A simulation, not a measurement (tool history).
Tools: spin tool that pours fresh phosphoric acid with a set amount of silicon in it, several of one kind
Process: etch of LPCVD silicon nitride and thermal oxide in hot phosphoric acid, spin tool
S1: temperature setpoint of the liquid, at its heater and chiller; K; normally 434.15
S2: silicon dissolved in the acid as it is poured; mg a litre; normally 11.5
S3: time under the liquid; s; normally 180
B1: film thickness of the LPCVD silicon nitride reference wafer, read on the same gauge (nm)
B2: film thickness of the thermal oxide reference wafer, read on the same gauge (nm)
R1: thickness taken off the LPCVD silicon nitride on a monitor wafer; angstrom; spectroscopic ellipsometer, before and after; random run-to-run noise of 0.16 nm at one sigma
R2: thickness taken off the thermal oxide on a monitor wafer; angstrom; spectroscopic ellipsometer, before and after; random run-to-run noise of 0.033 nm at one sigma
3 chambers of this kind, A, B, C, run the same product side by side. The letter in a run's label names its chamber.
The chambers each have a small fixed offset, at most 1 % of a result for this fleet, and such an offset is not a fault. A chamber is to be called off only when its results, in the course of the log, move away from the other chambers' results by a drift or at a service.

run 1C day=0.304 | S1=434.15 S2=11.5 S3=180 | B1=90.009 B2=140.01 | R1=168.66 R2=4.3228
run 2A day=0.504 | S1=434.15 S2=11.5 S3=180 | B1=89.995 B2=139.98 | R1=166.83 R2=4.4529
run 3B day=0.771 | S1=434.15 S2=11.5 S3=180 | B1=89.995 B2=140 | R1=169.12 R2=3.8533
run 4C day=1.004 | S1=434.15 S2=11.5 S3=180 | B1=90.015 B2=139.99 | R1=168.76 R2=4.8155
run 5B day=1.183 | S1=434.15 S2=11.5 S3=180 | B1=90.01 B2=139.98 | R1=167.72 R2=3.7753
run 6A day=1.404 | S1=434.15 S2=11.5 S3=180 | B1=89.991 B2=140 | R1=165.11 R2=3.8011
run 7C day=1.567 | S1=434.15 S2=11.5 S3=180 | B1=90.009 B2=139.99 | R1=162.78 R2=4.3457
run 8A day=1.779 | S1=434.15 S2=11.5 S3=180 | B1=90.003 B2=140 | R1=166.71 R2=4.1763
run 9B day=1.908 | S1=434.15 S2=11.5 S3=180 | B1=89.985 B2=140.01 | R1=166.38 R2=4.2768
run 10C day=2.108 | S1=434.15 S2=11.5 S3=180 | B1=89.995 B2=139.97 | R1=166.55 R2=4.1275
run 11A day=2.367 | S1=434.15 S2=11.5 S3=180 | B1=89.996 B2=139.98 | R1=163.56 R2=4.2856
run 12B day=2.625 | S1=434.15 S2=11.5 S3=180 | B1=90.013 B2=139.99 | R1=166.3 R2=3.8592
run 13C day=2.892 | S1=434.15 S2=11.5 S3=180 | B1=90.019 B2=140.02 | R1=166.03 R2=4.1656
run 14B day=3.071 | S1=434.15 S2=11.5 S3=180 | B1=90.01 B2=140 | R1=165.68 R2=4.7623
-- day=3.208 chamber A: dissolved silicon flow meter replaced
run 15A day=3.212 | S1=434.15 S2=11.5 S3=180 | B1=90.009 B2=140 | R1=169.05 R2=4.2108
run 16B day=3.479 | S1=434.15 S2=11.5 S3=180 | B1=90.005 B2=139.97 | R1=165.12 R2=4.228
run 17C day=3.712 | S1=434.15 S2=11.5 S3=180 | B1=89.993 B2=140.04 | R1=166.25 R2=3.9162
run 18A day=3.85 | S1=434.15 S2=11.5 S3=180 | B1=90.029 B2=139.98 | R1=164.02 R2=3.9575
run 19B day=4.038 | S1=434.15 S2=11.5 S3=180 | B1=90.004 B2=139.99 | R1=164.96 R2=3.9115
run 20A day=4.242 | S1=434.15 S2=11.5 S3=180 | B1=90.017 B2=140.01 | R1=165.66 R2=3.7368
run 21C day=4.479 | S1=434.15 S2=5.5 S3=275 | B1=90.002 B2=140.02 | R1=255.73 R2=7.7904
run 22B day=4.704 | S1=434.15 S2=5.5 S3=275 | B1=89.998 B2=139.99 | R1=254.66 R2=6.8979
run 23C day=4.871 | S1=434.15 S2=5.5 S3=275 | B1=89.99 B2=139.98 | R1=254.33 R2=6.6447
run 24A day=5.108 | S1=434.15 S2=11.5 S3=180 | B1=89.993 B2=139.99 | R1=166.66 R2=4.2728
run 25B day=5.325 | S1=434.15 S2=11.5 S3=180 | B1=89.986 B2=140.01 | R1=163.9 R2=3.901
run 26C day=5.475 | S1=434.15 S2=11.5 S3=180 | B1=90.018 B2=139.99 | R1=167.84 R2=3.4949
run 27A day=5.721 | S1=436.15 S2=11.5 S3=180 | B1=89.995 B2=139.98 | R1=177.91 R2=5.2514
run 28A day=5.892 | S1=436.15 S2=11.5 S3=180 | B1=90.025 B2=139.98 | R1=178.62 R2=4.3145
run 29B day=6.046 | S1=436.15 S2=11.5 S3=180 | B1=89.992 B2=139.98 | R1=175.89 R2=4.6326
run 30C day=6.3 | S1=434.15 S2=11.5 S3=180 | B1=89.997 B2=139.98 | R1=166.86 R2=3.6804
run 31B day=6.558 | S1=434.15 S2=11.5 S3=180 | B1=89.989 B2=140.01 | R1=164.73 R2=4.3409
run 32C day=6.7 | S1=432.65 S2=17 S3=180 | B1=90.004 B2=140 | R1=157.6 R2=2.81
run 33A day=6.954 | S1=432.65 S2=17 S3=180 | B1=90.005 B2=139.98 | R1=157.64 R2=3.1394
run 34A day=7.217 | S1=432.65 S2=17 S3=180 | B1=90.002 B2=140.01 | R1=159.07 R2=3.3854
run 35C day=7.446 | S1=434.15 S2=11.5 S3=180 | B1=89.989 B2=140.02 | R1=165.82 R2=3.9269
run 36B day=7.721 | S1=434.15 S2=11.5 S3=180 | B1=90.018 B2=140.02 | R1=167.61 R2=4.1605
run 37A day=7.892 | S1=434.15 S2=11.5 S3=180 | B1=89.98 B2=139.99 | R1=166.21 R2=3.8345

All chambers now run identical settings, listed one chamber a line with results as question marks. What results will each chamber show?
run 38A day=8.108 | S1=434.15 S2=11.5 S3=180 | R1=? R2=?
run 38B day=8.108 | S1=434.15 S2=11.5 S3=180 | R1=? R2=?
run 38C day=8.108 | S1=434.15 S2=11.5 S3=180 | R1=? R2=?

run=38A R1=168.18 R2=4.1897
run=38B R1=167.24 R2=4.4647
run=38C R1=164 R2=4.3324

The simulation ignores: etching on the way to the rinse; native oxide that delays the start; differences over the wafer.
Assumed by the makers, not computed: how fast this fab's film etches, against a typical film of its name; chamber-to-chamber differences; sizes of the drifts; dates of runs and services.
